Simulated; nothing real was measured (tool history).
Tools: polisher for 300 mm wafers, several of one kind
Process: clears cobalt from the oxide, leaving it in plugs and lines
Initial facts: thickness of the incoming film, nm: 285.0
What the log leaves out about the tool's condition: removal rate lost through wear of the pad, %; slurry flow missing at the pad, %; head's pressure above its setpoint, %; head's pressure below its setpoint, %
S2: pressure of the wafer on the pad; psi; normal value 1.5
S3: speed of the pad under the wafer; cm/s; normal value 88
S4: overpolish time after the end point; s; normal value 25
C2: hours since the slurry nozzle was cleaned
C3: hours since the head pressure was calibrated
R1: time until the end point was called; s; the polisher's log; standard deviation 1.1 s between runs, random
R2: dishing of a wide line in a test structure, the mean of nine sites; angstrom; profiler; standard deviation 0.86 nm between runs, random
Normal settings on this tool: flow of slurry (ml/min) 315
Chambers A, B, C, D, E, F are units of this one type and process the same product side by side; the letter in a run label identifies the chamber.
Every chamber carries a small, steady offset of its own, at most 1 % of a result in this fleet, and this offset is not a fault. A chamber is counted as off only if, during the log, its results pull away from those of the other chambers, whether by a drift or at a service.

{"day": 0.283, "done": "chamber F: slurry nozzle cleaned"}
{"run": "1E", "day": 0.408, "flow of slurry (ml/min)": 315, "S2": 1.5, "S3": 88, "S4": 25, "wafers polished on this pad": 882, "C2": 212.3, "C3": 270.7, "R1": 90.379, "R2": 365.49}
{"day": 0.45, "done": "chamber B: slurry nozzle cleaned"}
{"run": "2B", "day": 1.088, "flow of slurry (ml/min)": 315, "S2": 1.5, "S3": 88, "S4": 25, "wafers polished on this pad": 611, "C2": 15.3, "C3": 330.9, "R1": 90.075, "R2": 367.54}
{"day": 1.333, "done": "chamber C: slurry nozzle cleaned"}
{"run": "3F", "day": 1.517, "flow of slurry (ml/min)": 315, "S2": 1.5, "S3": 88, "S4": 25, "wafers polished on this pad": 715, "C2": 29.6, "C3": 460.6, "R1": 90.117, "R2": 377.14}
{"day": 1.525, "done": "chamber C: worn pad replaced by a new one"}
{"run": "4C", "day": 1.996, "flow of slurry (ml/min)": 315, "S2": 1.5, "S3": 88, "S4": 25, "wafers polished on this pad": 111, "C2": 16.0, "C3": 172.4, "R1": 90.416, "R2": 365.15}
{"run": "5A", "day": 2.304, "flow of slurry (ml/min)": 315, "S2": 1.5, "S3": 88, "S4": 25, "wafers polished on this pad": 843, "C2": 310.8, "C3": 192.5, "R1": 93.175, "R2": 359.31}
{"day": 2.396, "done": "chamber B: worn pad replaced by a new one"}
{"day": 2.404, "done": "chamber E: worn pad replaced by a new one"}
{"run": "6D", "day": 2.696, "flow of slurry (ml/min)": 315, "S2": 1.5, "S3": 88, "S4": 25, "wafers polished on this pad": 1120, "C2": 610.0, "C3": 75.5, "R1": 92.114, "R2": 360.04}
{"day": 2.738, "done": "chamber D: worn pad replaced by a new one"}
{"run": "7A", "day": 3.058, "flow of slurry (ml/min)": 315, "S2": 1.5, "S3": 88, "S4": 25, "wafers polished on this pad": 1020, "C2": 328.9, "C3": 210.6, "R1": 91.732, "R2": 365.13}
{"run": "8E", "day": 3.404, "flow of slurry (ml/min)": 315, "S2": 1.5, "S3": 88, "S4": 25, "wafers polished on this pad": 235, "C2": 284.2, "C3": 342.6, "R1": 91.724, "R2": 355.77}
{"run": "9F", "day": 3.792, "flow of slurry (ml/min)": 315, "S2": 1.5, "S3": 88, "S4": 25, "wafers polished on this pad": 1249, "C2": 84.2, "C3": 515.2, "R1": 88.694, "R2": 378.56}
{"day": 3.871, "done": "chamber A: worn pad replaced by a new one"}
{"day": 4.362, "done": "chamber F: worn pad replaced by a new one"}
{"run": "10D", "day": 4.425, "flow of slurry (ml/min)": 315, "S2": 1.5, "S3": 88, "S4": 25, "wafers polished on this pad": 396, "C2": 651.5, "C3": 117.0, "R1": 90.75, "R2": 371.06}
{"run": "11C", "day": 4.758, "flow of slurry (ml/min)": 315, "S2": 1.5, "S3": 88, "S4": 25, "wafers polished on this pad": 758, "C2": 82.3, "C3": 238.7, "R1": 93.121, "R2": 368.67}
{"run": "12B", "day": 5.1, "flow of slurry (ml/min)": 315, "S2": 1.5, "S3": 88, "S4": 25, "wafers polished on this pad": 634, "C2": 111.6, "C3": 427.2, "R1": 92.087, "R2": 354.09}
{"day": 5.346, "done": "chamber E: slurry nozzle cleaned"}
{"run": "13C", "day": 5.588, "flow of slurry (ml/min)": 315, "S2": 1.5, "S3": 88, "S4": 25, "wafers polished on this pad": 953, "C2": 102.2, "C3": 258.6, "R1": 90.699, "R2": 370.16}
{"run": "14B", "day": 5.988, "flow of slurry (ml/min)": 315, "S2": 1.5, "S3": 88, "S4": 25, "wafers polished on this pad": 842, "C2": 132.9, "C3": 448.5, "R1": 90.945, "R2": 373.47}
{"run": "15D", "day": 6.35, "flow of slurry (ml/min)": 315, "S2": 1.5, "S3": 88, "S4": 25, "wafers polished on this pad": 847, "C2": 697.7, "C3": 163.2, "R1": 90.002, "R2": 364.14}
{"day": 6.5, "done": "chamber B: worn pad replaced by a new one"}
{"run": "16A", "day": 6.704, "flow of slurry (ml/min)": 315, "S2": 1.5, "S3": 88, "S4": 25, "wafers polished on this pad": 664, "C2": 416.4, "C3": 298.1, "R1": 91.436, "R2": 370.41}
{"day": 6.996, "done": "chamber C: worn pad replaced by a new one"}
{"day": 7.246, "done": "chamber D: worn pad replaced by a new one"}
{"run": "17F", "day": 7.258, "flow of slurry (ml/min)": 315, "S2": 1.5, "S3": 88, "S4": 25, "wafers polished on this pad": 679, "C2": 167.4, "C3": 598.4, "R1": 89.106, "R2": 367.34}
{"run": "18E", "day": 7.554, "flow of slurry (ml/min)": 315, "S2": 1.5, "S3": 88, "S4": 25, "wafers polished on this pad": 1208, "C2": 53.1, "C3": 442.2, "R1": 91.635, "R2": 358.48}
{"day": 7.679, "done": "chamber B: head pressure recalibrated"}
{"day": 7.975, "done": "chamber E: worn pad replaced by a new one"}
{"run": "19C", "day": 8.096, "flow of slurry (ml/min)": 315, "S2": 1.5, "S3": 88, "S4": 25, "wafers polished on this pad": 258, "C2": 162.4, "C3": 318.8, "R1": 90.758, "R2": 358.84}
{"run": "20D", "day": 8.442, "flow of slurry (ml/min)": 315, "S2": 1.5, "S3": 88, "S4": 25, "wafers polished on this pad": 281, "C2": 747.9, "C3": 213.4, "R1": 89.156, "R2": 373.91}
{"run": "21B", "day": 8.992, "flow of slurry (ml/min)": 315, "S2": 1.5, "S3": 88, "S4": 25, "wafers polished on this pad": 585, "C2": 205.0, "C3": 31.6, "R1": 92.759, "R2": 365.06}
{"run": "22E", "day": 9.571, "flow of slurry (ml/min)": 315, "S2": 1.5, "S3": 88, "S4": 25, "wafers polished on this pad": 374, "C2": 101.5, "C3": 490.6, "R1": 91.406, "R2": 370.2}
{"day": 9.825, "done": "chamber B: worn pad replaced by a new one"}
{"day": 9.883, "done": "chamber A: head pressure recalibrated"}
{"run": "23F", "day": 9.912, "flow of slurry (ml/min)": 315, "S2": 1.5, "S3": 88, "S4": 25, "wafers polished on this pad": 1301, "C2": 231.1, "C3": 662.1, "R1": 90.446, "R2": 359.63}
{"day": 10.138, "done": "chamber F: worn pad replaced by a new one"}
{"day": 10.388, "done": "chamber A: worn pad replaced by a new one"}
{"run": "24A", "day": 10.425, "flow of slurry (ml/min)": 315, "S2": 1.7, "S3": 66, "S4": 25, "wafers polished on this pad": 9, "C2": 505.7, "C3": 13.0, "R1": 110.0, "R2": 342.43}
{"run": "25D", "day": 10.871, "flow of slurry (ml/min)": 315, "S2": 1.7, "S3": 66, "S4": 25, "wafers polished on this pad": 850, "C2": 806.2, "C3": 271.7, "R1": 105.53, "R2": 346.61}
{"day": 11.283, "done": "chamber D: worn pad replaced by a new one"}
{"run": "26E", "day": 11.308, "flow of slurry (ml/min)": 315, "S2": 1.7, "S3": 66, "S4": 25, "wafers polished on this pad": 782, "C2": 143.2, "C3": 532.3, "R1": 105.93, "R2": 335.12}
{"run": "27A", "day": 11.762, "flow of slurry (ml/min)": 315, "S2": 1.7, "S3": 66, "S4": 25, "wafers polished on this pad": 322, "C2": 537.8, "C3": 45.1, "R1": 107.02, "R2": 344.6}
{"run": "28B", "day": 12.25, "flow of slurry (ml/min)": 315, "S2": 1.7, "S3": 66, "S4": 25, "wafers polished on this pad": 569, "C2": 283.2, "C3": 109.8, "R1": 107.47, "R2": 342.39}
{"day": 12.579, "done": "chamber B: slurry nozzle cleaned"}
{"day": 12.608, "done": "chamber C: worn pad replaced by a new one"}
{"run": "29C", "day": 12.671, "flow of slurry (ml/min)": 315, "S2": 1.7, "S3": 66, "S4": 25, "wafers polished on this pad": 14, "C2": 272.2, "C3": 428.6, "R1": 106.71, "R2": 357.62}
{"run": "30F", "day": 12.975, "flow of slurry (ml/min)": 315, "S2": 1.5, "S3": 88, "S4": 25, "wafers polished on this pad": 665, "C2": 304.6, "C3": 735.6, "R1": 90.759, "R2": 368.5}
{"day": 13.267, "done": "chamber C: slurry nozzle cleaned"}
{"run": "31F", "day": 13.312, "flow of slurry (ml/min)": 315, "S2": 1.0, "S3": 88, "S4": 25, "wafers polished on this pad": 744, "C2": 312.7, "C3": 743.7, "R1": 133.98, "R2": 296.01}
{"day": 13.383, "done": "chamber B: worn pad replaced by a new one"}
{"day": 13.475, "done": "chamber E: worn pad replaced by a new one"}
{"run": "32A", "day": 13.929, "flow of slurry (ml/min)": 315, "S2": 1.0, "S3": 88, "S4": 25, "wafers polished on this pad": 831, "C2": 589.8, "C3": 97.1, "R1": 136.16, "R2": 311.12}
{"day": 14.392, "done": "chamber A: slurry nozzle cleaned"}
{"run": "33D", "day": 14.467, "flow of slurry (ml/min)": 315, "S2": 1.0, "S3": 88, "S4": 25, "wafers polished on this pad": 747, "C2": 892.5, "C3": 358.0, "R1": 135.28, "R2": 298.26}
{"run": "34E", "day": 15.062, "flow of slurry (ml/min)": 315, "S2": 1.0, "S3": 88, "S4": 25, "wafers polished on this pad": 373, "C2": 233.3, "C3": 622.4, "R1": 134.58, "R2": 309.64}
{"day": 15.183, "done": "chamber D: worn pad replaced by a new one"}
{"run": "35C", "day": 15.729, "flow of slurry (ml/min)": 315, "S2": 1.0, "S3": 88, "S4": 25, "wafers polished on this pad": 732, "C2": 59.2, "C3": 502.0, "R1": 136.77, "R2": 321.58}
{"day": 15.983, "done": "chamber A: worn pad replaced by a new one"}
{"day": 15.992, "done": "chamber D: slurry nozzle cleaned"}
{"run": "36B", "day": 16.404, "flow of slurry (ml/min)": 315, "S2": 1.0, "S3": 88, "S4": 25, "wafers polished on this pad": 709, "C2": 91.8, "C3": 209.5, "R1": 136.82, "R2": 305.29}
{"run": "37B", "day": 17.021, "flow of slurry (ml/min)": 315, "S2": 1.5, "S3": 88, "S4": 25, "wafers polished on this pad": 853, "C2": 106.6, "C3": 224.3, "R1": 92.735, "R2": 361.75}
{"run": "38A", "day": 17.642, "flow of slurry (ml/min)": 315, "S2": 1.5, "S3": 88, "S4": 13, "wafers polished on this pad": 389, "C2": 78.0, "C3": 186.2, "R1": 91.558, "R2": 269.4}
{"run": "39D", "day": 17.946, "flow of slurry (ml/min)": 315, "S2": 1.5, "S3": 88, "S4": 13, "wafers polished on this pad": 648, "C2": 46.9, "C3": 441.5, "R1": 91.068, "R2": 265.15}

The same settings go to every chamber for the next run, one line per chamber below. Forecast the results for each:
{"run": "40A", "day": 18.438, "flow of slurry (ml/min)": 315, "S2": 1.5, "S3": 88, "S4": 25, "R1": "?", "R2": "?"}
{"run": "40B", "day": 18.438, "flow of slurry (ml/min)": 315, "S2": 1.5, "S3": 88, "S4": 25, "R1": "?", "R2": "?"}
{"run": "40C", "day": 18.438, "flow of slurry (ml/min)": 315, "S2": 1.5, "S3": 88, "S4": 25, "R1": "?", "R2": "?"}
{"run": "40D", "day": 18.438, "flow of slurry (ml/min)": 315, "S2": 1.5, "S3": 88, "S4": 25, "R1": "?", "R2": "?"}
{"run": "40E", "day": 18.438, "flow of slurry (ml/min)": 315, "S2": 1.5, "S3": 88, "S4": 25, "R1": "?", "R2": "?"}
{"run": "40F", "day": 18.438, "flow of slurry (ml/min)": 315, "S2": 1.5, "S3": 88, "S4": 25, "R1": "?", "R2": "?"}

run=40A R1=92.104 R2=387.42
run=40B R1=91.081 R2=367.89
run=40C R1=90.827 R2=359.24
run=40D R1=91.248 R2=350.38
run=40E R1=90.141 R2=366.01
run=40F R1=89.962 R2=359.27
